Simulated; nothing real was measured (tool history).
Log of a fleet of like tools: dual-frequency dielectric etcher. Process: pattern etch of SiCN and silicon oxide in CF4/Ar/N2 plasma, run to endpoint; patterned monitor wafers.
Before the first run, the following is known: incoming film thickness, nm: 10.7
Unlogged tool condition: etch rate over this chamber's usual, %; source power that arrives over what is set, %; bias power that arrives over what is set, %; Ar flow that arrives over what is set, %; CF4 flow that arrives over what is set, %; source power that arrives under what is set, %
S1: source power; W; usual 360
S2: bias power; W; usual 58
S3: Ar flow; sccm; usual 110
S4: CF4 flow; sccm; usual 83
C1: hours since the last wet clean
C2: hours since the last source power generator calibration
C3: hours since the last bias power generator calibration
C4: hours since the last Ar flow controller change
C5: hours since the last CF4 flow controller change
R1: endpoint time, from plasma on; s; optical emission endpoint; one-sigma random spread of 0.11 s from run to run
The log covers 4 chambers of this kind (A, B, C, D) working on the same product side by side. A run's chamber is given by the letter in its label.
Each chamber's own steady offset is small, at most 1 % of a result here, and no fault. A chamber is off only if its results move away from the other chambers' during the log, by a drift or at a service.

run,day,S1,S2,S3,S4,C1,C2,C3,C4,C5,R1
1D,0.262,360,58,110,83,123.1,678.0,1880.3,660.7,5116.2,15.950
2B,0.612,360,58,110,83,283.6,1026.3,4129.6,1618.0,1172.1,16.298
3A,0.854,360,58,110,83,99.3,1439.0,186.3,2348.1,5027.5,16.006
4C,1.196,360,58,110,83,361.6,1421.9,2824.8,456.4,328.3,16.258
5A,1.479,360,58,110,83,114.3,1454.0,201.3,2363.1,5042.5,16.395
6D,1.850,360,58,110,83,161.2,716.1,1918.4,698.8,5154.3,16.039
7B,2.167,360,58,110,83,320.9,1063.6,4166.9,1655.3,1209.4,16.121
8C,2.408,360,58,110,83,390.7,1451.0,2853.9,485.5,357.4,16.224
# day 2.488: chamber A: CF4 flow controller replaced
9C,2.767,360,58,110,83,399.3,1459.6,2862.5,494.1,366.0,16.094
10D,3.000,360,58,110,83,188.8,743.7,1946.0,726.4,5181.9,16.055
11A,3.371,360,58,110,72,159.7,1499.4,246.7,2408.5,21.2,16.331
# day 3.462: chamber C: wet clean of the chamber
12B,3.717,360,58,110,72,358.1,1100.8,4204.1,1692.5,1246.6,16.249
13B,4.075,360,58,110,72,366.7,1109.4,4212.7,1701.1,1255.2,16.258
14A,4.400,360,58,110,72,184.4,1524.1,271.4,2433.2,45.9,16.549
15D,4.717,360,58,110,83,230.0,784.9,1987.2,767.6,5223.1,16.050
16C,4.938,360,58,110,83,35.4,1511.7,2914.6,546.2,418.1,16.181
17D,5.208,360,58,110,83,241.8,796.7,1999.0,779.4,5234.9,15.957
18C,5.454,360,58,110,83,47.8,1524.1,2927.0,558.6,430.5,15.976
19A,5.692,360,58,110,83,215.4,1555.1,302.4,2464.2,76.9,16.348
20B,5.875,360,58,89,83,409.9,1152.6,4255.9,1744.3,1298.4,15.402
21A,6.217,360,58,89,83,228.0,1567.7,315.0,2476.8,89.5,15.748
22C,6.412,360,58,89,83,70.8,1547.1,2950.0,581.6,453.5,15.590
23B,6.783,360,58,89,83,431.7,1174.4,4277.7,1766.1,1320.2,15.659
24D,7.025,360,58,110,83,285.4,840.3,2042.6,823.0,5278.5,15.901
# day 7.254: chamber C: bias power generator calibrated
25A,7.400,360,58,110,83,256.4,1596.1,343.4,2505.2,117.9,16.028
26B,7.625,360,58,110,83,451.9,1194.6,4297.9,1786.3,1340.4,15.926
27C,7.804,280,58,110,66,104.2,1580.5,13.2,615.0,486.9,21.001
28D,8.096,280,58,110,66,311.1,866.0,2068.3,848.7,5304.2,20.600
29B,8.458,280,58,110,66,471.9,1214.6,4317.9,1806.3,1360.4,20.578
30D,8.825,280,58,110,66,328.6,883.5,2085.8,866.2,5321.7,20.831
31A,9.179,360,58,110,83,299.1,1638.8,386.1,2547.9,160.6,16.154
32C,9.371,360,58,110,83,141.8,1618.1,50.8,652.6,524.5,16.183
33B,9.583,360,58,110,83,498.9,1241.6,4344.9,1833.3,1387.4,16.100
34A,9.954,360,58,110,83,317.7,1657.4,404.7,2566.5,179.2,16.389
35D,10.321,360,65,110,83,364.5,919.4,2121.7,902.1,5357.6,15.485
36C,10.538,360,65,110,83,169.8,1646.1,78.8,680.6,552.5,15.707
37D,10.871,360,65,110,83,377.7,932.6,2134.9,915.3,5370.8,15.350
38B,11.121,360,65,110,83,535.8,1278.5,4381.8,1870.2,1424.3,15.361
39C,11.338,360,58,110,83,189.0,1665.3,98.0,699.8,571.7,16.248
40A,11.712,360,58,110,83,359.9,1699.6,446.9,2608.7,221.4,16.100

Each of the 4 chambers runs these same settings next. Fill in every chamber's results:
41A,11.983,360,58,110,83,,,,,,?
41B,11.983,360,58,110,83,,,,,,?
41C,11.983,360,58,110,83,,,,,,?
41D,11.983,360,58,110,83,,,,,,?

run,R1
41A,16.031
41B,16.115
41C,16.177
41D,16.103

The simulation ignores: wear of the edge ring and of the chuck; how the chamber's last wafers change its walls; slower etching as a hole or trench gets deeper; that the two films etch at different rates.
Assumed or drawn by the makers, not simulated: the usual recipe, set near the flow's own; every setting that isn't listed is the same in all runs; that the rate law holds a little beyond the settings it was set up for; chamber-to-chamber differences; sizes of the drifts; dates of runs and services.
